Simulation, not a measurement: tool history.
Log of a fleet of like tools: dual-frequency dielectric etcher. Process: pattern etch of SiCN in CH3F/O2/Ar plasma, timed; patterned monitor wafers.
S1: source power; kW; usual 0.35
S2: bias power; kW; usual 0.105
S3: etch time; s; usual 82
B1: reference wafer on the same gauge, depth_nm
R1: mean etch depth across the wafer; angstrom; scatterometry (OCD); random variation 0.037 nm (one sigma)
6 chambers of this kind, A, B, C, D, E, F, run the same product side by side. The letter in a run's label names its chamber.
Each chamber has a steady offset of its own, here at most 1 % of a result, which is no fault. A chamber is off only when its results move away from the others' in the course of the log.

Run 1C, day 0.362: usual settings; B1 33.3. Result: R1 334.83 angstrom.
Run 2A, day 0.729: usual settings; B1 33.297. Result: R1 337.1 angstrom.
Run 3B, day 1.392: usual settings; B1 33.285. Result: R1 334.12 angstrom.
Run 4E, day 1.929: usual settings; B1 33.286. Result: R1 338.33 angstrom.
Run 5F, day 2.388: usual settings; B1 33.281. Result: R1 336.07 angstrom.
Run 6D, day 2.988: usual settings; B1 33.278. Result: R1 334.99 angstrom.
Run 7E, day 3.346: usual settings; B1 33.272. Result: R1 338.82 angstrom.
Run 8D, day 3.892: usual settings; B1 33.268. Result: R1 334.88 angstrom.
Run 9B, day 4.542: usual settings; B1 33.269. Result: R1 334.14 angstrom.
Run 10C, day 4.912: usual settings; B1 33.253. Result: R1 334.69 angstrom.
Run 11F, day 5.492: usual settings; B1 33.253. Result: R1 335.68 angstrom.
Run 12A, day 6.033: usual settings; B1 33.253. Result: R1 336.67 angstrom.
At day 6.204: chamber B: wet clean of the chamber.
Run 13B, day 6.662: usual settings; B1 33.251. Result: R1 333.54 angstrom.
Run 14F, day 7.033: usual settings; B1 33.242. Result: R1 336.34 angstrom.
Run 15E, day 7.442: usual settings; B1 33.242. Result: R1 338.2 angstrom.
Run 16A, day 7.829: usual settings but S1 0.42 kW, S2 0.119 kW; B1 33.233. Result: R1 376.92 angstrom.
Run 17D, day 8.158: usual settings but S1 0.42 kW, S2 0.119 kW; B1 33.243. Result: R1 375.41 angstrom.
Run 18C, day 8.567: usual settings but S1 0.42 kW, S2 0.119 kW; B1 33.234. Result: R1 375.48 angstrom.
Run 19A, day 9.004: usual settings but S1 0.42 kW, S2 0.119 kW; B1 33.232. Result: R1 376.61 angstrom.
At day 9.2: chamber D: wet clean of the chamber.
Run 20C, day 9.542: usual settings but S1 0.42 kW, S2 0.119 kW; B1 33.224. Result: R1 375.3 angstrom.
At day 9.917: chamber F: wet clean of the chamber.
Run 21D, day 10.208: usual settings but S1 0.42 kW, S2 0.119 kW; B1 33.224. Result: R1 376.18 angstrom.
Run 22F, day 10.892: usual settings; B1 33.214. Result: R1 335.93 angstrom.
At day 10.971: chamber E: wet clean of the chamber.
Run 23E, day 11.558: usual settings; B1 33.208. Result: R1 338.17 angstrom.
Run 24B, day 11.929: usual settings; B1 33.204. Result: R1 332.93 angstrom.
Run 25F, day 12.596: usual settings; B1 33.198. Result: R1 334.7 angstrom.
Run 26D, day 13.238: usual settings; B1 33.2. Result: R1 334.07 angstrom.
Run 27A, day 13.825: usual settings; B1 33.192. Result: R1 335.54 angstrom.
Run 28B, day 14.146: usual settings; B1 33.191. Result: R1 332.8 angstrom.
Run 29C, day 14.725: usual settings; B1 33.178. Result: R1 333.7 angstrom.
Run 30E, day 15.033: usual settings; B1 33.183. Result: R1 338.03 angstrom.
Run 31C, day 15.646: usual settings; B1 33.185. Result: R1 333.43 angstrom.
Run 32A, day 15.983: usual settings; B1 33.183. Result: R1 335.89 angstrom.
Run 33B, day 16.525: usual settings but S2 0.114 kW; B1 33.166. Result: R1 343.32 angstrom.
Run 34D, day 17.2: usual settings but S2 0.114 kW; B1 33.157. Result: R1 344.62 angstrom.
Run 35F, day 17.588: usual settings but S2 0.114 kW; B1 33.169. Result: R1 345.39 angstrom.
Run 36E, day 18.025: usual settings but S2 0.114 kW; B1 33.161. Result: R1 347.88 angstrom.
Run 37C, day 18.392: usual settings but S2 0.114 kW; B1 33.148. Result: R1 343.6 angstrom.

All 6 chambers run these settings next. Forecast each chamber's results:
Run 38A, day 18.883: usual settings. Result: R1 ?.
Run 38B, day 18.883: usual settings. Result: R1 ?.
Run 38C, day 18.883: usual settings. Result: R1 ?.
Run 38D, day 18.883: usual settings. Result: R1 ?.
Run 38E, day 18.883: usual settings. Result: R1 ?.
Run 38F, day 18.883: usual settings. Result: R1 ?.

run      R1
38A  334.97
38B  332.95
38C  333.11
38D  333.74
38E  337.91
38F  334.84
